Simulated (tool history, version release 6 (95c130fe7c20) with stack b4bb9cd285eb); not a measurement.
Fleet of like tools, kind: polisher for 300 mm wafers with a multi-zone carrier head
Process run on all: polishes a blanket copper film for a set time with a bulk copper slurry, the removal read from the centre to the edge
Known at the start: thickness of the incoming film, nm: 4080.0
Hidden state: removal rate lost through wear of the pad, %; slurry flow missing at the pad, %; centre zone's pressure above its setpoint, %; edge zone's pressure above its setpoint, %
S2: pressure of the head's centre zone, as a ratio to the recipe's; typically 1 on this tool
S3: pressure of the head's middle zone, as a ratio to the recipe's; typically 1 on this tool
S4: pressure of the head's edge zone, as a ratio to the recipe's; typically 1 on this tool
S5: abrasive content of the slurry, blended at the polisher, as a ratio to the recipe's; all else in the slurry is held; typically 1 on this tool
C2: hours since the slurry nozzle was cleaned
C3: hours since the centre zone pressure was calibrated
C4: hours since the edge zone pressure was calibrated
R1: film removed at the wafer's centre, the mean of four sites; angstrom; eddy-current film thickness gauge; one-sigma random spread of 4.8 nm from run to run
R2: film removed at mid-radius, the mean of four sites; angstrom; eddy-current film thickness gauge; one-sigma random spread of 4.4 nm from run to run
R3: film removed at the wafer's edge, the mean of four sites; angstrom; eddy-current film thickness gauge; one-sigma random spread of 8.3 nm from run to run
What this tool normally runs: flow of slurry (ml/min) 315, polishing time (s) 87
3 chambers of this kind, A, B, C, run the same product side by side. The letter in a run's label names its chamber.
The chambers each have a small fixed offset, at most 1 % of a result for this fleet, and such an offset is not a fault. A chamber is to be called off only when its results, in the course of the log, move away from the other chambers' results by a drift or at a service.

Run 1A, hour 2.6: usual settings; wafers polished on this pad 643; C2 162.5; C3 919.2; C4 296.4. Result: R1 7187.5 angstrom, R2 7175.6 angstrom, R3 6936.5 angstrom.
Run 2B, hour 7.3: usual settings; wafers polished on this pad 412; C2 115; C3 1033.7; C4 375. Result: R1 7160.1 angstrom, R2 7052.1 angstrom, R3 7014 angstrom.
Run 3C, hour 10.7: usual settings; wafers polished on this pad 583; C2 329.9; C3 125.6; C4 365.2. Result: R1 7090.1 angstrom, R2 7074.1 angstrom, R3 7063.2 angstrom.
Run 4C, hour 14.8: usual settings; wafers polished on this pad 626; C2 334; C3 129.7; C4 369.3. Result: R1 7027.9 angstrom, R2 7066.5 angstrom, R3 7129.9 angstrom.
Run 5B, hour 20.2: usual settings; wafers polished on this pad 548; C2 127.9; C3 1046.6; C4 387.9. Result: R1 7056.6 angstrom, R2 7029.3 angstrom, R3 7048.8 angstrom.
Run 6A, hour 23.7: usual settings; wafers polished on this pad 865; C2 183.6; C3 940.3; C4 317.5. Result: R1 7092.9 angstrom, R2 7097.5 angstrom, R3 6979.6 angstrom.
Run 7A, hour 29.1: usual settings; wafers polished on this pad 922; C2 189; C3 945.7; C4 322.9. Result: R1 7057 angstrom, R2 7145.8 angstrom, R3 7262.4 angstrom.
Run 8B, hour 34.8: usual settings; wafers polished on this pad 702; C2 142.5; C3 1061.2; C4 402.5. Result: R1 7131.5 angstrom, R2 7144.1 angstrom, R3 6971.7 angstrom.
Run 9C, hour 39.7: usual settings; wafers polished on this pad 889; C2 358.9; C3 154.6; C4 394.2. Result: R1 7078.3 angstrom, R2 7128.7 angstrom, R3 7181.9 angstrom.
At hour 43.7: chamber B: worn pad replaced by a new one.
Run 10C, hour 44.3: usual settings; wafers polished on this pad 937; C2 363.5; C3 159.2; C4 398.8. Result: R1 7072.5 angstrom, R2 7080.4 angstrom, R3 7078.5 angstrom.
Run 11A, hour 49.2: usual settings; wafers polished on this pad 1134; C2 209.1; C3 965.8; C4 343. Result: R1 7216.7 angstrom, R2 7122.5 angstrom, R3 7104.4 angstrom.
Run 12B, hour 52.5: usual settings; wafers polished on this pad 93; C2 160.2; C3 1078.9; C4 420.2. Result: R1 7188 angstrom, R2 7160.9 angstrom, R3 7047.6 angstrom.
Run 13C, hour 55.2: usual settings; wafers polished on this pad 1052; C2 374.4; C3 170.1; C4 409.7. Result: R1 6985.3 angstrom, R2 7061.8 angstrom, R3 7200.6 angstrom.
Run 14B, hour 57.8: usual settings; wafers polished on this pad 149; C2 165.5; C3 1084.2; C4 425.5. Result: R1 7114 angstrom, R2 7026.4 angstrom, R3 7125.6 angstrom.
Run 15A, hour 60.7: usual settings; wafers polished on this pad 1255; C2 220.6; C3 977.3; C4 354.5. Result: R1 7056.7 angstrom, R2 7065.7 angstrom, R3 7032.4 angstrom.
Run 16C, hour 64.8: usual settings but S3 0.94; wafers polished on this pad 1153; C2 384; C3 179.7; C4 419.3. Result: R1 7067.6 angstrom, R2 6787 angstrom, R3 7106.1 angstrom.
Run 17B, hour 68.7: usual settings but S3 0.94; wafers polished on this pad 264; C2 176.4; C3 1095.1; C4 436.4. Result: R1 7064.9 angstrom, R2 6637.5 angstrom, R3 7118.5 angstrom.
At hour 70.9: chamber C: slurry nozzle cleaned.
Run 18A, hour 73.4: usual settings but S3 0.94; wafers polished on this pad 1389; C2 233.3; C3 990; C4 367.2. Result: R1 7035.9 angstrom, R2 6512.2 angstrom, R3 6943.6 angstrom.
Run 19A, hour 78.8: usual settings; wafers polished on this pad 1446; C2 238.7; C3 995.4; C4 372.6. Result: R1 6965.4 angstrom, R2 6895.6 angstrom, R3 6879.7 angstrom.
Run 20C, hour 83.6: usual settings; wafers polished on this pad 1352; C2 12.8; C3 198.5; C4 438.1. Result: R1 7133 angstrom, R2 7093.6 angstrom, R3 7100.8 angstrom.
Run 21B, hour 87.8: usual settings; wafers polished on this pad 466; C2 195.5; C3 1114.2; C4 455.5. Result: R1 7135 angstrom, R2 6998.2 angstrom, R3 6976.2 angstrom.
At hour 90.1: chamber C: worn pad replaced by a new one.
Run 22B, hour 92.3: usual settings but S3 1.11; wafers polished on this pad 513; C2 200; C3 1118.7; C4 460. Result: R1 7112.8 angstrom, R2 7719.6 angstrom, R3 7157.7 angstrom.
Run 23A, hour 96.4: usual settings but S3 1.11; wafers polished on this pad 1632; C2 256.3; C3 1013; C4 390.2. Result: R1 6970.2 angstrom, R2 7440 angstrom, R3 6953.7 angstrom.
Run 24C, hour 99.8: usual settings but S3 1.11; wafers polished on this pad 103; C2 29; C3 214.7; C4 454.3. Result: R1 7126.9 angstrom, R2 7761.4 angstrom, R3 7130 angstrom.
Run 25A, hour 102.3: usual settings; wafers polished on this pad 1694; C2 262.2; C3 1018.9; C4 396.1. Result: R1 6791.7 angstrom, R2 6804.9 angstrom, R3 6892.2 angstrom.
Run 26B, hour 106.8: usual settings; wafers polished on this pad 666; C2 214.5; C3 1133.2; C4 474.5. Result: R1 7088.2 angstrom, R2 7099.5 angstrom, R3 7008.7 angstrom.
Run 27C, hour 111.2: usual settings; wafers polished on this pad 223; C2 40.4; C3 226.1; C4 465.7. Result: R1 7110 angstrom, R2 7041.1 angstrom, R3 7082.6 angstrom.
At hour 114.2: chamber B: worn pad replaced by a new one.
Run 28B, hour 114.4: usual settings; wafers polished on this pad 2; C2 222.1; C3 1140.8; C4 482.1. Result: R1 7126.7 angstrom, R2 7086.9 angstrom, R3 7048.1 angstrom.
Run 29A, hour 117.6: usual settings; wafers polished on this pad 1855; C2 277.5; C3 1034.2; C4 411.4. Result: R1 6839.6 angstrom, R2 6765.5 angstrom, R3 6811.3 angstrom.
Run 30C, hour 121.4: usual settings; wafers polished on this pad 330; C2 50.6; C3 236.3; C4 475.9. Result: R1 7149.5 angstrom, R2 7088.5 angstrom, R3 7139.6 angstrom.
Run 31C, hour 124.4: usual settings; wafers polished on this pad 362; C2 53.6; C3 239.3; C4 478.9. Result: R1 7061.4 angstrom, R2 7142.6 angstrom, R3 6909 angstrom.
Run 32A, hour 127.5: usual settings but S3 0.88; wafers polished on this pad 1960; C2 287.4; C3 1044.1; C4 421.3. Result: R1 6726.9 angstrom, R2 5979 angstrom, R3 6679.5 angstrom.
Run 33B, hour 132.9: usual settings but S3 0.88; wafers polished on this pad 197; C2 240.6; C3 1159.3; C4 500.6. Result: R1 7228.7 angstrom, R2 6194 angstrom, R3 7036.6 angstrom.
Run 34C, hour 138.6: usual settings but S3 0.88; wafers polished on this pad 512; C2 67.8; C3 253.5; C4 493.1. Result: R1 7088.6 angstrom, R2 6316.7 angstrom, R3 6951.9 angstrom.
Run 35B, hour 142: usual settings; wafers polished on this pad 293; C2 249.7; C3 1168.4; C4 509.7. Result: R1 7204.6 angstrom, R2 7046.9 angstrom, R3 7180.4 angstrom.
Run 36A, hour 144.7: usual settings; wafers polished on this pad 2141; C2 304.6; C3 1061.3; C4 438.5. Result: R1 6607.8 angstrom, R2 6539 angstrom, R3 6561.7 angstrom.
Run 37A, hour 149.7: usual settings but flow of slurry (ml/min) 355, S3 0.96; wafers polished on this pad 2194; C2 309.6; C3 1066.3; C4 443.5. Result: R1 6636 angstrom, R2 6380.5 angstrom, R3 6499.2 angstrom.
Run 38C, hour 155.2: usual settings but flow of slurry (ml/min) 355, S3 0.96; wafers polished on this pad 687; C2 84.4; C3 270.1; C4 509.7. Result: R1 7200 angstrom, R2 6854.9 angstrom, R3 7033.6 angstrom.

Predict what each chamber gives when all 3 of them run the settings below next.
Run 39A, hour 159.3: usual settings but S4 0.94. Result: R1 ?, R2 ?, R3 ?.
Run 39B, hour 159.3: usual settings but S4 0.94. Result: R1 ?, R2 ?, R3 ?.
Run 39C, hour 159.3: usual settings but S4 0.94. Result: R1 ?, R2 ?, R3 ?.

run      R1      R2      R3
39A  6559.6  6520.3  6283.9
39B  7157.8  7024.1  6865.8
39C  7041.1  7008.1  6838.4
